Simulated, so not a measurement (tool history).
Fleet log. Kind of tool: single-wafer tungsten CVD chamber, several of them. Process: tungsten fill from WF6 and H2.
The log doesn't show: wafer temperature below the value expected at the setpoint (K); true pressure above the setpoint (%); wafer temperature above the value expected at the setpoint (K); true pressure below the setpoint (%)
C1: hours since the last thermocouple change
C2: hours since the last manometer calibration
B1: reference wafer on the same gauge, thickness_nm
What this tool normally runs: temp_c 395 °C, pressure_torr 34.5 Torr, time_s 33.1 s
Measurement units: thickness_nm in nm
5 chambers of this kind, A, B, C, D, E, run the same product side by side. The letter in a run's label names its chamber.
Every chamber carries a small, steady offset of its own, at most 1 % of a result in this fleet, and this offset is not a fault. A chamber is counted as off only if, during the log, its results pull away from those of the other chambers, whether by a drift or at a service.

{"run": "1C", "day": 0.208, "temp_c": 395, "pressure_torr": 34.5, "time_s": 33.1, "C1": 630.1, "C2": 1317.9, "B1": 94.338, "thickness_nm": 94.448}
{"run": "2B", "day": 0.388, "temp_c": 395, "pressure_torr": 34.5, "time_s": 33.1, "C1": 1333.4, "C2": 1469.0, "B1": 94.468, "thickness_nm": 92.999}
{"run": "3A", "day": 0.671, "temp_c": 395, "pressure_torr": 34.5, "time_s": 33.1, "C1": 802.0, "C2": 566.7, "B1": 94.366, "thickness_nm": 93.555}
{"run": "4E", "day": 0.904, "temp_c": 395, "pressure_torr": 34.5, "time_s": 33.1, "C1": 2383.2, "C2": 2096.4, "B1": 94.376, "thickness_nm": 93.227}
{"run": "5D", "day": 1.05, "temp_c": 395, "pressure_torr": 34.5, "time_s": 33.1, "C1": 1603.7, "C2": 1244.8, "B1": 94.465, "thickness_nm": 93.18}
{"run": "6B", "day": 1.258, "temp_c": 395, "pressure_torr": 34.5, "time_s": 33.1, "C1": 1354.3, "C2": 1489.9, "B1": 94.419, "thickness_nm": 92.908}
{"run": "7E", "day": 1.404, "temp_c": 395, "pressure_torr": 34.5, "time_s": 33.1, "C1": 2395.2, "C2": 2108.4, "B1": 94.482, "thickness_nm": 93.082}
{"run": "8C", "day": 1.554, "temp_c": 395, "pressure_torr": 34.5, "time_s": 33.1, "C1": 662.4, "C2": 1350.2, "B1": 94.358, "thickness_nm": 93.945}
{"run": "9D", "day": 1.775, "temp_c": 395, "pressure_torr": 34.5, "time_s": 33.1, "C1": 1621.1, "C2": 1262.2, "B1": 94.406, "thickness_nm": 92.948}
{"run": "10A", "day": 1.933, "temp_c": 395, "pressure_torr": 34.5, "time_s": 33.1, "C1": 832.3, "C2": 597.0, "B1": 94.388, "thickness_nm": 93.108}
{"run": "11B", "day": 2.183, "temp_c": 395, "pressure_torr": 34.5, "time_s": 33.1, "C1": 1376.5, "C2": 1512.1, "B1": 94.401, "thickness_nm": 92.949}
{"run": "12A", "day": 2.325, "temp_c": 395, "pressure_torr": 34.5, "time_s": 33.1, "C1": 841.7, "C2": 606.4, "B1": 94.389, "thickness_nm": 93.367}
{"run": "13C", "day": 2.462, "temp_c": 395, "pressure_torr": 41.8, "time_s": 33.1, "C1": 684.2, "C2": 1372.0, "B1": 94.387, "thickness_nm": 102.34}
{"run": "14E", "day": 2.733, "temp_c": 395, "pressure_torr": 41.8, "time_s": 33.1, "C1": 2427.1, "C2": 2140.3, "B1": 94.425, "thickness_nm": 101.5}
{"run": "15D", "day": 3.042, "temp_c": 395, "pressure_torr": 41.8, "time_s": 33.1, "C1": 1651.5, "C2": 1292.6, "B1": 94.395, "thickness_nm": 102.55}
{"run": "16C", "day": 3.258, "temp_c": 395, "pressure_torr": 41.8, "time_s": 33.1, "C1": 703.3, "C2": 1391.1, "B1": 94.323, "thickness_nm": 102.75}
{"run": "17A", "day": 3.546, "temp_c": 395, "pressure_torr": 41.8, "time_s": 33.1, "C1": 871.0, "C2": 635.7, "B1": 94.404, "thickness_nm": 101.65}
{"run": "18B", "day": 3.721, "temp_c": 395, "pressure_torr": 34.5, "time_s": 33.1, "C1": 1413.4, "C2": 1549.0, "B1": 94.379, "thickness_nm": 92.574}
{"run": "19E", "day": 3.904, "temp_c": 395, "pressure_torr": 34.5, "time_s": 33.1, "C1": 2455.2, "C2": 2168.4, "B1": 94.449, "thickness_nm": 92.915}
{"day": 4.029, "done": "chamber A: thermocouple changed; heater temperature recalibrated"}
{"run": "20D", "day": 4.183, "temp_c": 395, "pressure_torr": 34.5, "time_s": 33.1, "C1": 1678.9, "C2": 1320.0, "B1": 94.445, "thickness_nm": 92.953}
{"run": "21D", "day": 4.454, "temp_c": 395, "pressure_torr": 34.5, "time_s": 33.1, "C1": 1685.4, "C2": 1326.5, "B1": 94.43, "thickness_nm": 92.921}
{"run": "22C", "day": 4.746, "temp_c": 395, "pressure_torr": 34.5, "time_s": 33.1, "C1": 739.0, "C2": 1426.8, "B1": 94.398, "thickness_nm": 91.928}
{"run": "23A", "day": 4.967, "temp_c": 395, "pressure_torr": 34.5, "time_s": 33.1, "C1": 22.6, "C2": 669.8, "B1": 94.433, "thickness_nm": 93.915}
{"run": "24B", "day": 5.258, "temp_c": 395, "pressure_torr": 34.5, "time_s": 33.1, "C1": 1450.3, "C2": 1585.9, "B1": 94.344, "thickness_nm": 92.338}
{"run": "25E", "day": 5.417, "temp_c": 395, "pressure_torr": 29.6, "time_s": 33.1, "C1": 2491.5, "C2": 2204.7, "B1": 94.424, "thickness_nm": 86.296}
{"run": "26B", "day": 5.612, "temp_c": 395, "pressure_torr": 29.6, "time_s": 33.1, "C1": 1458.8, "C2": 1594.4, "B1": 94.445, "thickness_nm": 86.423}
{"run": "27A", "day": 5.825, "temp_c": 395, "pressure_torr": 29.6, "time_s": 33.1, "C1": 43.2, "C2": 690.4, "B1": 94.411, "thickness_nm": 87.0}
{"run": "28D", "day": 6.012, "temp_c": 395, "pressure_torr": 29.6, "time_s": 33.1, "C1": 1722.8, "C2": 1363.9, "B1": 94.501, "thickness_nm": 86.62}
{"run": "29C", "day": 6.258, "temp_c": 395, "pressure_torr": 29.6, "time_s": 33.1, "C1": 775.3, "C2": 1463.1, "B1": 94.367, "thickness_nm": 84.774}
{"run": "30E", "day": 6.4, "temp_c": 405, "pressure_torr": 26.3, "time_s": 33.1, "C1": 2515.1, "C2": 2228.3, "B1": 94.386, "thickness_nm": 97.931}
{"day": 6.5, "done": "chamber C: capacitance manometer re-zeroed and calibrated"}
{"run": "31C", "day": 6.608, "temp_c": 405, "pressure_torr": 26.3, "time_s": 33.1, "C1": 783.7, "C2": 2.6, "B1": 94.46, "thickness_nm": 96.409}
{"run": "32A", "day": 6.9, "temp_c": 405, "pressure_torr": 26.3, "time_s": 33.1, "C1": 69.0, "C2": 716.2, "B1": 94.428, "thickness_nm": 99.042}
{"run": "33B", "day": 7.204, "temp_c": 405, "pressure_torr": 26.3, "time_s": 33.1, "C1": 1497.0, "C2": 1632.6, "B1": 94.369, "thickness_nm": 98.148}
{"run": "34D", "day": 7.417, "temp_c": 405, "pressure_torr": 26.3, "time_s": 33.1, "C1": 1756.5, "C2": 1397.6, "B1": 94.368, "thickness_nm": 98.56}
{"run": "35E", "day": 7.721, "temp_c": 395, "pressure_torr": 34.5, "time_s": 33.1, "C1": 2546.8, "C2": 2260.0, "B1": 94.455, "thickness_nm": 92.936}
{"day": 7.958, "done": "chamber E: thermocouple changed; heater temperature recalibrated"}
{"run": "36A", "day": 7.975, "temp_c": 395, "pressure_torr": 34.5, "time_s": 36.4, "C1": 94.8, "C2": 742.0, "B1": 94.392, "thickness_nm": 103.21}
{"run": "37B", "day": 8.242, "temp_c": 395, "pressure_torr": 34.5, "time_s": 36.4, "C1": 1521.9, "C2": 1657.5, "B1": 94.424, "thickness_nm": 101.98}
{"run": "38E", "day": 8.467, "temp_c": 395, "pressure_torr": 34.5, "time_s": 36.4, "C1": 12.3, "C2": 2277.9, "B1": 94.385, "thickness_nm": 103.15}

Decide between three cases: one chamber stands off from its peers, the gauge reading all wafers drifts, or nothing is wrong past each chamber's small offset. Where a chamber is off, say which and what most likely put it there.

One chamber, C, drifts off from the rest bit by bit.
Cause: wafer temperature below the value expected at the setpoint (K) = 2.57.

Chamber C could run next with any of the 4 candidate recipes listed below; each alters the usual settings, and their results appear as question marks. Which one brings its results back in line with what the other chambers deliver on the usual settings?
To be in line, a result may differ from the other chambers' mean on the usual settings by at most: thickness_nm 1.100 nm
{"run": "39C-1", "day": 8.692, "temp_c": 395, "pressure_torr": 34.5, "time_s": 30.7, "thickness_nm": "?"}
{"run": "39C-2", "day": 8.692, "temp_c": 395, "pressure_torr": 33.7, "time_s": 32.0, "thickness_nm": "?"}
{"run": "39C-3", "day": 8.692, "temp_c": 395, "pressure_torr": 34.5, "time_s": 34.5, "thickness_nm": "?"}
{"run": "39C-4", "day": 8.692, "temp_c": 395, "pressure_torr": 34.5, "time_s": 35.5, "thickness_nm": "?"}

Average result of the remaining chambers running the usual settings: thickness_nm 93.255 nm
run=39C-1 thickness_nm=82.753
run=39C-2 thickness_nm=85.316
run=39C-3 thickness_nm=93.038
run=39C-4 thickness_nm=95.744
The answer is 39C-3, which returns the chamber to within the allowed miss of the others.
